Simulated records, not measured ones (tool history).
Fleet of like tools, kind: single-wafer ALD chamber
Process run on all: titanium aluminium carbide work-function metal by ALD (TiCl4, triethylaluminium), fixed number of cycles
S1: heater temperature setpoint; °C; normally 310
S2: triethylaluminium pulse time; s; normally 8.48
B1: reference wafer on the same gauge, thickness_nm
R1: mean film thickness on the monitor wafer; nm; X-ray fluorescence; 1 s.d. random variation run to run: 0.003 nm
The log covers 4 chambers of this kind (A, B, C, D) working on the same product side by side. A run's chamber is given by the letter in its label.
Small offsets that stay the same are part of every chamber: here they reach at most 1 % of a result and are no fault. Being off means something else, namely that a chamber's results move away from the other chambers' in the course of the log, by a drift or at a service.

run 1B hour=7.1 | S1=310 S2=8.48 | B1=2.3302 | R1=2.0422
run 2C hour=19.2 | S1=310 S2=8.48 | B1=2.3296 | R1=2.0558
run 3A hour=26.6 | S1=310 S2=8.48 | B1=2.3294 | R1=2.0261
run 4D hour=32.5 | S1=310 S2=8.48 | B1=2.3294 | R1=2.023
run 5C hour=43.3 | S1=317 S2=8.48 | B1=2.3278 | R1=2.1135
run 6D hour=56.1 | S1=317 S2=8.48 | B1=2.3279 | R1=2.0779
run 7A hour=64.6 | S1=317 S2=8.48 | B1=2.329 | R1=2.0873
run 8B hour=77.4 | S1=317 S2=8.48 | B1=2.3281 | R1=2.0978
run 9A hour=84.8 | S1=310 S2=8.48 | B1=2.3272 | R1=2.0284
run 10B hour=91.1 | S1=310 S2=8.48 | B1=2.3271 | R1=2.042
run 11D hour=100.7 | S1=310 S2=8.48 | B1=2.3263 | R1=2.0147
run 12C hour=113.4 | S1=310 S2=8.48 | B1=2.3255 | R1=2.045
run 13D hour=125 | S1=324 S2=5.46 | B1=2.3256 | R1=1.9103
run 14B hour=133.9 | S1=324 S2=5.46 | B1=2.3252 | R1=1.9278
run 15C hour=140.5 | S1=324 S2=5.46 | B1=2.3256 | R1=1.9507
run 16A hour=149.5 | S1=324 S2=5.46 | B1=2.3247 | R1=1.9059
run 17B hour=159.8 | S1=310 S2=8.48 | B1=2.3251 | R1=2.036
run 18C hour=172.4 | S1=310 S2=8.48 | B1=2.3245 | R1=2.0503
run 19A hour=185.4 | S1=310 S2=8.48 | B1=2.3232 | R1=2.0227
run 20D hour=198.1 | S1=310 S2=8.48 | B1=2.323 | R1=2.0129
run 21A hour=206.2 | S1=310 S2=8.48 | B1=2.3236 | R1=2.022
run 22D hour=215.3 | S1=310 S2=8.48 | B1=2.3226 | R1=2.0169
run 23C hour=227 | S1=310 S2=8.48 | B1=2.3217 | R1=2.0488
-- hour=236.7 chamber B: triethylaluminium bottle replaced
run 24B hour=237.1 | S1=310 S2=8.48 | B1=2.3221 | R1=2.0305
run 25D hour=247 | S1=310 S2=8.48 | B1=2.3215 | R1=2.0164
run 26B hour=259.6 | S1=310 S2=8.48 | B1=2.3212 | R1=2.0308
run 27A hour=267.2 | S1=310 S2=8.48 | B1=2.3195 | R1=2.0169
run 28C hour=274.2 | S1=310 S2=8.48 | B1=2.3209 | R1=2.0492
run 29D hour=286.3 | S1=305 S2=5.97 | B1=2.3209 | R1=1.812
run 30C hour=294.5 | S1=305 S2=5.97 | B1=2.3199 | R1=1.8462
run 31A hour=306.7 | S1=305 S2=5.97 | B1=2.3197 | R1=1.815
run 32B hour=314.5 | S1=305 S2=5.97 | B1=2.3193 | R1=1.8355
run 33D hour=321.7 | S1=310 S2=8.48 | B1=2.3184 | R1=2.0103
run 34B hour=333.5 | S1=310 S2=8.48 | B1=2.3187 | R1=2.0329
run 35A hour=342.3 | S1=310 S2=8.48 | B1=2.3193 | R1=2.0126
run 36C hour=355.6 | S1=310 S2=8.48 | B1=2.3178 | R1=2.0501
-- hour=362.7 chamber D: thermocouple changed; heater temperature recalibrated
run 37D hour=367.4 | S1=319 S2=8.48 | B1=2.3173 | R1=2.0902
run 38A hour=373.7 | S1=319 S2=8.48 | B1=2.3162 | R1=2.0908
run 39C hour=380.9 | S1=319 S2=8.48 | B1=2.3166 | R1=2.1225
run 40B hour=388.6 | S1=319 S2=8.48 | B1=2.3164 | R1=2.1082

One chamber off, gauge drift, or nothing amiss beyond the chambers' own small offsets? If it is a chamber, which one, and what is the likeliest cause?

Gauge drift. The chambers move together only on paper, and none stands off.
Most likely cause: gauge reads low (%) = 0.597.

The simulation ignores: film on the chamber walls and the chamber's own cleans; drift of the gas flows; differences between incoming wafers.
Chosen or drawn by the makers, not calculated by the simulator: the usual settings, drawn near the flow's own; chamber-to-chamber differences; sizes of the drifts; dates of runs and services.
